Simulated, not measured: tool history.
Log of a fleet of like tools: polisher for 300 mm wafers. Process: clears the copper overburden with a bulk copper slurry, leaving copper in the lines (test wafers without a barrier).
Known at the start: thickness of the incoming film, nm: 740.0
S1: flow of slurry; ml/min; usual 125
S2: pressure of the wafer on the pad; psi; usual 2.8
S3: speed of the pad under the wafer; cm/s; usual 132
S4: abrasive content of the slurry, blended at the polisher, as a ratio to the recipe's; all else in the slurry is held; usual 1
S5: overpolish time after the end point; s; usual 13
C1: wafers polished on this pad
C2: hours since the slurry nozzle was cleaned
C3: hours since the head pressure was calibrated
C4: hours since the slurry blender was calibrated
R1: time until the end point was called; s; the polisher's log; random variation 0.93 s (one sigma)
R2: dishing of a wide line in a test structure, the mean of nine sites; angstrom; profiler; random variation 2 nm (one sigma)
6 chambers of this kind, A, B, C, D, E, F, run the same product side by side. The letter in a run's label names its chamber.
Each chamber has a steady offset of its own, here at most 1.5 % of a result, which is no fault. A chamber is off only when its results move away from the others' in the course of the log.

run,hour,S1,S2,S3,S4,S5,C1,C2,C3,C4,R1,R2
1D,5,125,2.8,132,1,13,325,27.6,14.5,14.5,57.084,901.66
# hour 7.3: chamber B: worn pad replaced by a new one
2A,9.8,125,2.8,132,1,13,431,28,870.2,226.6,57.893,925.55
# hour 15.2: chamber E: slurry blender recalibrated
3C,15.5,125,2.8,132,1,13,1032,584.9,395.4,49.6,58.621,914.36
4F,23.5,125,2.8,132,1,13,654,208.3,293.3,241.2,56.57,919.68
5E,29.9,125,2.8,132,1,13,537,209,311.4,14.8,56.366,886.52
# hour 30.4: chamber F: worn pad replaced by a new one
# hour 30.7: chamber A: worn pad replaced by a new one
# hour 32.5: chamber D: worn pad replaced by a new one
# hour 34.9: chamber E: worn pad replaced by a new one
6B,36.9,125,2.8,132,1,13,355,50.1,200.6,109.4,59.001,895.41
7C,44.7,125,2.8,132,1,13,1382,614.1,424.6,78.8,57.111,919.15
8D,51.4,125,2.8,132,1,13,227,74,60.9,60.9,58.032,938.69
9B,55.7,125,2.8,132,1,13,580,68.9,219.4,128.2,59.021,953.11
# hour 59.6: chamber C: worn pad replaced by a new one
10A,61.2,125,2.8,132,1,13,366,79.4,921.6,278,55.437,922.22
11E,70.4,125,2.8,132,1,13,426,249.5,351.9,55.3,57.716,933.86
# hour 79.5: chamber A: head pressure recalibrated
# hour 79.7: chamber F: worn pad replaced by a new one
12F,80,125,2.8,132,1,13,4,264.8,349.8,297.7,56.674,956.93
# hour 85.9: chamber A: worn pad replaced by a new one
# hour 88: chamber D: worn pad replaced by a new one
13B,89.4,155,2.8,132,1,13,984,102.6,253.1,161.9,55.447,967.73
# hour 90.2: chamber E: worn pad replaced by a new one
14F,96.1,155,2.8,132,1,13,197,280.9,365.9,313.8,53.992,968.78
# hour 101.7: chamber B: worn pad replaced by a new one
15E,105.2,155,2.8,132,1,13,179,284.3,386.7,90.1,56.221,936.99
16D,110.9,155,2.8,132,1,13,275,133.5,120.4,120.4,52.844,958.78
17A,116.3,155,2.8,132,1,13,365,134.5,36.9,333.1,54.453,924.85
18C,124.3,155,2.8,132,1,13,776,693.7,504.2,158.4,54.393,924.12
# hour 125.4: chamber D: slurry blender recalibrated
19B,131.7,125,2.8,132,1.1,13,360,144.9,295.4,204.2,56.517,912.81
20F,137.3,125,2.8,132,1.1,13,691,322.1,407.1,355,56.306,936.7
# hour 138.3: chamber E: worn pad replaced by a new one
# hour 140.6: chamber D: worn pad replaced by a new one
# hour 141.9: chamber F: worn pad replaced by a new one
21C,142.3,125,2.8,132,1.1,13,991,711.7,522.2,176.4,54.701,943.16
# hour 146.7: chamber A: worn pad replaced by a new one
# hour 150.5: chamber E: slurry nozzle cleaned
22D,151.3,125,2.8,132,1.1,13,128,173.9,160.8,25.9,57.237,935.41
23A,157.5,125,2.8,132,1.1,13,130,175.7,78.1,374.3,55.994,947.05
# hour 160.4: chamber B: slurry blender recalibrated
# hour 162: chamber F: slurry nozzle cleaned
24E,162.8,125,2.8,132,1.1,13,294,12.4,444.3,147.7,56.518,919.33
25B,170.5,125,2.8,132,1,13,825,183.7,334.2,10.2,56.646,960.35
26E,180.4,125,2.8,132,1,13,505,30,461.9,165.3,57.227,924.3
# hour 181.3: chamber C: worn pad replaced by a new one
# hour 184.1: chamber B: slurry nozzle cleaned
# hour 185.1: chamber A: slurry blender recalibrated
27C,186.9,95,1.9,132,1,13,67,756.3,566.8,221,89.345,632.86
# hour 189.3: chamber B: worn pad replaced by a new one
# hour 189.9: chamber C: slurry nozzle cleaned
# hour 195.5: chamber A: worn pad replaced by a new one
28F,195.8,95,1.9,132,1,13,646,33.8,465.6,413.5,90.263,649
# hour 197.7: chamber D: worn pad replaced by a new one
# hour 199.1: chamber F: worn pad replaced by a new one
# hour 199.8: chamber E: worn pad replaced by a new one
29A,203.8,95,1.9,132,1,13,99,222,124.4,18.8,92.078,656.72
30D,208.6,95,1.9,132,1,13,131,231.2,218.1,83.2,91.852,625.28
31B,216.2,95,1.9,132,1,13,322,32.1,379.9,55.9,88.92,642.83
32A,225.6,95,1.9,132,1,13,360,243.8,146.2,40.6,90.059,636.1
# hour 227.3: chamber F: slurry blender recalibrated
33E,233,125,2.8,132,1,13,398,82.6,514.5,217.9,56.41,968.84
34D,240,125,2.8,132,1,13,507,262.6,249.5,114.6,56.918,906.42
35C,244.6,125,2.8,132,1,13,759,54.7,624.5,278.7,56.053,926.53
# hour 247.8: chamber D: worn pad replaced by a new one
36F,249.7,125,2.8,132,1,10,607,87.7,519.5,22.4,58.188,768.8
37D,257.2,125,2.8,132,1,10,113,279.8,266.7,131.8,58.379,761.64
# hour 259.2: chamber E: worn pad replaced by a new one
# hour 261.4: chamber F: worn pad replaced by a new one
38F,266.4,125,2.8,132,1,10,60,104.4,536.2,39.1,58.591,765.38
39C,272,125,2.8,132,1,10,1087,82.1,651.9,306.1,57.818,761.86
40E,278.4,125,2.8,132,1,10,230,128,559.9,263.3,58.58,766.52

Is one chamber off against the others, does the gauge drift, or is nothing wrong? If a chamber is off, say which, and what the likeliest cause is.

No chamber stands off beyond its own small offset, and the gauge holds steady.
